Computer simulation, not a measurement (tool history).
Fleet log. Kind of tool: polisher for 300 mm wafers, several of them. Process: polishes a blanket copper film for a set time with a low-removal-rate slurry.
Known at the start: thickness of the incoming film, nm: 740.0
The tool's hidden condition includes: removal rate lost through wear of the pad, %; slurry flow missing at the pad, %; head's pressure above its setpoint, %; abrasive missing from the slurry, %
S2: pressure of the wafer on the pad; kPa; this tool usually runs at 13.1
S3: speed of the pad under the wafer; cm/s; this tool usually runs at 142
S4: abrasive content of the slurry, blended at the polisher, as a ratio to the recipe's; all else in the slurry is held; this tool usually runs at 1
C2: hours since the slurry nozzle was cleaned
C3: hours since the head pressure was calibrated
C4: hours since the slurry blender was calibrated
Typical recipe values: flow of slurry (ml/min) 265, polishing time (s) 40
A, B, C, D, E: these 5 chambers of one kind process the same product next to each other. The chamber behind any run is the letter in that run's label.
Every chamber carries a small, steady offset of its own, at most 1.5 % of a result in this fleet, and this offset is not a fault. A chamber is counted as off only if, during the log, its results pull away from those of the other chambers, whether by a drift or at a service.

run 1B hour=7.9 | flow_of_slurry_(ml/min)=265 S2=13.1 S3=142 S4=1 polishing_time_(s)=40 | wafers_polished_on_this_pad=457 C2=199.8 C3=687 C4=126.7 | film_removed_(angstrom)=1128.5
-- hour=9.4 chamber E: slurry blender recalibrated
-- hour=9.7 chamber E: slurry nozzle cleaned
run 2E hour=12.7 | flow_of_slurry_(ml/min)=265 S2=13.1 S3=142 S4=1 polishing_time_(s)=40 | wafers_polished_on_this_pad=705 C2=3 C3=677 C4=3.4 | film_removed_(angstrom)=1154.1
run 3A hour=18.7 | flow_of_slurry_(ml/min)=265 S2=13.1 S3=142 S4=1 polishing_time_(s)=40 | wafers_polished_on_this_pad=1324 C2=395.7 C3=308.3 C4=20.6 | film_removed_(angstrom)=1124
-- hour=22.7 chamber A: worn pad replaced by a new one
run 4C hour=23.8 | flow_of_slurry_(ml/min)=265 S2=13.1 S3=142 S4=1 polishing_time_(s)=40 | wafers_polished_on_this_pad=1110 C2=151.2 C3=299.8 C4=202 | film_removed_(angstrom)=1138.3
-- hour=24.8 chamber B: worn pad replaced by a new one
run 5D hour=31.4 | flow_of_slurry_(ml/min)=265 S2=13.1 S3=142 S4=1 polishing_time_(s)=40 | wafers_polished_on_this_pad=623 C2=481.6 C3=190.5 C4=81 | film_removed_(angstrom)=1143.3
-- hour=33.3 chamber C: worn pad replaced by a new one
run 6C hour=35.5 | flow_of_slurry_(ml/min)=265 S2=17.9 S3=142 S4=1.2 polishing_time_(s)=40 | wafers_polished_on_this_pad=31 C2=162.9 C3=311.5 C4=213.7 | film_removed_(angstrom)=1595.1
run 7E hour=40 | flow_of_slurry_(ml/min)=265 S2=17.9 S3=142 S4=1.2 polishing_time_(s)=40 | wafers_polished_on_this_pad=1078 C2=30.3 C3=704.3 C4=30.7 | film_removed_(angstrom)=1650.4
run 8A hour=43.9 | flow_of_slurry_(ml/min)=265 S2=17.9 S3=142 S4=1.2 polishing_time_(s)=40 | wafers_polished_on_this_pad=290 C2=420.9 C3=333.5 C4=45.8 | film_removed_(angstrom)=1606.2
run 9B hour=48.2 | flow_of_slurry_(ml/min)=265 S2=17.9 S3=142 S4=1.2 polishing_time_(s)=40 | wafers_polished_on_this_pad=320 C2=240.1 C3=727.3 C4=167 | film_removed_(angstrom)=1609.9
-- hour=49.6 chamber E: worn pad replaced by a new one
run 10D hour=53 | flow_of_slurry_(ml/min)=265 S2=17.9 S3=142 S4=1.2 polishing_time_(s)=40 | wafers_polished_on_this_pad=918 C2=503.2 C3=212.1 C4=102.6 | film_removed_(angstrom)=1593.1
run 11A hour=60 | flow_of_slurry_(ml/min)=265 S2=13.1 S3=180 S4=1 polishing_time_(s)=40 | wafers_polished_on_this_pad=510 C2=437 C3=349.6 C4=61.9 | film_removed_(angstrom)=1444.5
run 12B hour=67.1 | flow_of_slurry_(ml/min)=265 S2=13.1 S3=180 S4=1 polishing_time_(s)=40 | wafers_polished_on_this_pad=579 C2=259 C3=746.2 C4=185.9 | film_removed_(angstrom)=1412.2
-- hour=69.1 chamber D: slurry blender recalibrated
run 13D hour=72.1 | flow_of_slurry_(ml/min)=265 S2=13.1 S3=180 S4=1 polishing_time_(s)=40 | wafers_polished_on_this_pad=1180 C2=522.3 C3=231.2 C4=3 | film_removed_(angstrom)=1447.5
-- hour=73.5 chamber B: slurry blender recalibrated
-- hour=73.7 chamber D: worn pad replaced by a new one
run 14C hour=79.2 | flow_of_slurry_(ml/min)=265 S2=13.1 S3=180 S4=1 polishing_time_(s)=40 | wafers_polished_on_this_pad=629 C2=206.6 C3=355.2 C4=257.4 | film_removed_(angstrom)=1403.9
-- hour=82.6 chamber B: worn pad replaced by a new one
run 15E hour=85.5 | flow_of_slurry_(ml/min)=265 S2=13.1 S3=180 S4=1 polishing_time_(s)=40 | wafers_polished_on_this_pad=491 C2=75.8 C3=749.8 C4=76.2 | film_removed_(angstrom)=1451.7
-- hour=90.8 chamber B: slurry nozzle cleaned
run 16C hour=92.1 | flow_of_slurry_(ml/min)=265 S2=13.1 S3=142 S4=1 polishing_time_(s)=40 | wafers_polished_on_this_pad=805 C2=219.5 C3=368.1 C4=270.3 | film_removed_(angstrom)=1109.7
run 17B hour=97.3 | flow_of_slurry_(ml/min)=265 S2=13.1 S3=142 S4=1 polishing_time_(s)=52 | wafers_polished_on_this_pad=201 C2=6.5 C3=776.4 C4=23.9 | film_removed_(angstrom)=1480.7
-- hour=98.2 chamber C: slurry nozzle cleaned
-- hour=100.8 chamber A: worn pad replaced by a new one
run 18D hour=101.2 | flow_of_slurry_(ml/min)=265 S2=13.1 S3=142 S4=1 polishing_time_(s)=52 | wafers_polished_on_this_pad=377 C2=551.4 C3=260.3 C4=32.1 | film_removed_(angstrom)=1457
run 19E hour=105.6 | flow_of_slurry_(ml/min)=265 S2=13.1 S3=142 S4=1 polishing_time_(s)=52 | wafers_polished_on_this_pad=766 C2=95.9 C3=769.9 C4=96.3 | film_removed_(angstrom)=1527.2
run 20A hour=113.6 | flow_of_slurry_(ml/min)=265 S2=13.1 S3=142 S4=1 polishing_time_(s)=52 | wafers_polished_on_this_pad=176 C2=490.6 C3=403.2 C4=115.5 | film_removed_(angstrom)=1461.1
run 21B hour=119.2 | flow_of_slurry_(ml/min)=265 S2=13.1 S3=142 S4=1 polishing_time_(s)=52 | wafers_polished_on_this_pad=501 C2=28.4 C3=798.3 C4=45.8 | film_removed_(angstrom)=1465.5
-- hour=120.3 chamber C: worn pad replaced by a new one
-- hour=121.6 chamber E: slurry blender recalibrated
run 22E hour=126 | flow_of_slurry_(ml/min)=265 S2=13.1 S3=142 S4=1 polishing_time_(s)=40 | wafers_polished_on_this_pad=1045 C2=116.3 C3=790.3 C4=4.4 | film_removed_(angstrom)=1145.3
run 23D hour=131.9 | flow_of_slurry_(ml/min)=265 S2=13.1 S3=142 S4=1 polishing_time_(s)=40 | wafers_polished_on_this_pad=797 C2=582.1 C3=291 C4=62.8 | film_removed_(angstrom)=1123.2
-- hour=133.3 chamber B: worn pad replaced by a new one
run 24A hour=139.5 | flow_of_slurry_(ml/min)=265 S2=13.1 S3=142 S4=1 polishing_time_(s)=40 | wafers_polished_on_this_pad=530 C2=516.5 C3=429.1 C4=141.4 | film_removed_(angstrom)=1104.2
run 25C hour=146.2 | flow_of_slurry_(ml/min)=265 S2=13.1 S3=142 S4=1 polishing_time_(s)=40 | wafers_polished_on_this_pad=355 C2=48 C3=422.2 C4=324.4 | film_removed_(angstrom)=1076.9
run 26D hour=154.1 | flow_of_slurry_(ml/min)=265 S2=13.1 S3=142 S4=1 polishing_time_(s)=40 | wafers_polished_on_this_pad=1101 C2=604.3 C3=313.2 C4=85 | film_removed_(angstrom)=1131.9
-- hour=155.6 chamber D: worn pad replaced by a new one
-- hour=159.6 chamber E: worn pad replaced by a new one
run 27A hour=159.6 | flow_of_slurry_(ml/min)=265 S2=13.1 S3=142 S4=1 polishing_time_(s)=40 | wafers_polished_on_this_pad=805 C2=536.6 C3=449.2 C4=161.5 | film_removed_(angstrom)=1118.9
run 28B hour=166.5 | flow_of_slurry_(ml/min)=265 S2=13.1 S3=142 S4=1 polishing_time_(s)=40 | wafers_polished_on_this_pad=455 C2=75.7 C3=845.6 C4=93.1 | film_removed_(angstrom)=1137.3
run 29C hour=172.3 | flow_of_slurry_(ml/min)=265 S2=13.1 S3=178 S4=0.8 polishing_time_(s)=40 | wafers_polished_on_this_pad=712 C2=74.1 C3=448.3 C4=350.5 | film_removed_(angstrom)=1297.7
-- hour=176.3 chamber C: head pressure recalibrated
run 30E hour=177.6 | flow_of_slurry_(ml/min)=265 S2=13.1 S3=178 S4=0.8 polishing_time_(s)=40 | wafers_polished_on_this_pad=247 C2=167.9 C3=841.9 C4=56 | film_removed_(angstrom)=1403
-- hour=179.2 chamber A: slurry nozzle cleaned
-- hour=183.8 chamber B: worn pad replaced by a new one
-- hour=185.5 chamber A: worn pad replaced by a new one
run 31A hour=185.8 | flow_of_slurry_(ml/min)=265 S2=13.1 S3=178 S4=0.8 polishing_time_(s)=40 | wafers_polished_on_this_pad=5 C2=6.6 C3=475.4 C4=187.7 | film_removed_(angstrom)=1323.3
-- hour=186.6 chamber D: slurry blender recalibrated
-- hour=188.9 chamber C: worn pad replaced by a new one
run 32B hour=189.4 | flow_of_slurry_(ml/min)=265 S2=13.1 S3=178 S4=0.8 polishing_time_(s)=40 | wafers_polished_on_this_pad=77 C2=98.6 C3=868.5 C4=116 | film_removed_(angstrom)=1366.4
run 33C hour=196.2 | flow_of_slurry_(ml/min)=265 S2=13.1 S3=178 S4=0.8 polishing_time_(s)=40 | wafers_polished_on_this_pad=100 C2=98 C3=19.9 C4=374.4 | film_removed_(angstrom)=1258.3
run 34E hour=201.1 | flow_of_slurry_(ml/min)=265 S2=13.1 S3=142 S4=1 polishing_time_(s)=40 | wafers_polished_on_this_pad=568 C2=191.4 C3=865.4 C4=79.5 | film_removed_(angstrom)=1162
-- hour=203.2 chamber E: slurry nozzle cleaned
run 35D hour=206.7 | flow_of_slurry_(ml/min)=265 S2=13.1 S3=142 S4=1 polishing_time_(s)=40 | wafers_polished_on_this_pad=699 C2=656.9 C3=365.8 C4=20.2 | film_removed_(angstrom)=1140.7
run 36B hour=211.2 | flow_of_slurry_(ml/min)=265 S2=13.1 S3=142 S4=1 polishing_time_(s)=40 | wafers_polished_on_this_pad=376 C2=120.4 C3=890.3 C4=137.8 | film_removed_(angstrom)=1143.6
run 37D hour=217.8 | flow_of_slurry_(ml/min)=265 S2=13.1 S3=142 S4=1 polishing_time_(s)=40 | wafers_polished_on_this_pad=851 C2=668 C3=376.9 C4=31.3 | film_removed_(angstrom)=1135.8
run 38E hour=226 | flow_of_slurry_(ml/min)=265 S2=13.1 S3=142 S4=1 polishing_time_(s)=40 | wafers_polished_on_this_pad=909 C2=22.9 C3=890.3 C4=104.4 | film_removed_(angstrom)=1139

Which is it: a chamber that has drifted or been left off by a service, a gauge drift common to all chambers, or only each chamber's usual small offset? If a chamber is off, name it and its likeliest cause.

It is chamber C that slowly wanders off from its peers.
Most likely cause: abrasive missing from the slurry, % = 31.1.

Chamber C could run next with any of the 4 candidate recipes listed below; each alters the usual settings, and their results appear as question marks. Which one brings its results back in line with what the other chambers deliver on the usual settings?
A result is in line if it is within this distance of the other chambers' mean on the usual settings: film removed (angstrom) 34
run 39C-1 hour=232 | flow_of_slurry_(ml/min)=265 S2=13.8 S3=148 S4=1 polishing_time_(s)=42 | film_removed_(angstrom)=?
run 39C-2 hour=232 | flow_of_slurry_(ml/min)=265 S2=13.8 S3=146 S4=1 polishing_time_(s)=40 | film_removed_(angstrom)=?
run 39C-3 hour=232 | flow_of_slurry_(ml/min)=265 S2=13.1 S3=142 S4=1 polishing_time_(s)=37 | film_removed_(angstrom)=?
run 39C-4 hour=232 | flow_of_slurry_(ml/min)=265 S2=12.4 S3=136 S4=1 polishing_time_(s)=39 | film_removed_(angstrom)=?

The mean the other chambers reach with the usual settings: film removed (angstrom) 1133.4
run=39C-1 film_removed_(angstrom)=1217.7
run=39C-2 film_removed_(angstrom)=1144.2
run=39C-3 film_removed_(angstrom)=977.91
run=39C-4 film_removed_(angstrom)=935.38
39C-2 is the one that brings the chamber's results back in line with the other chambers.
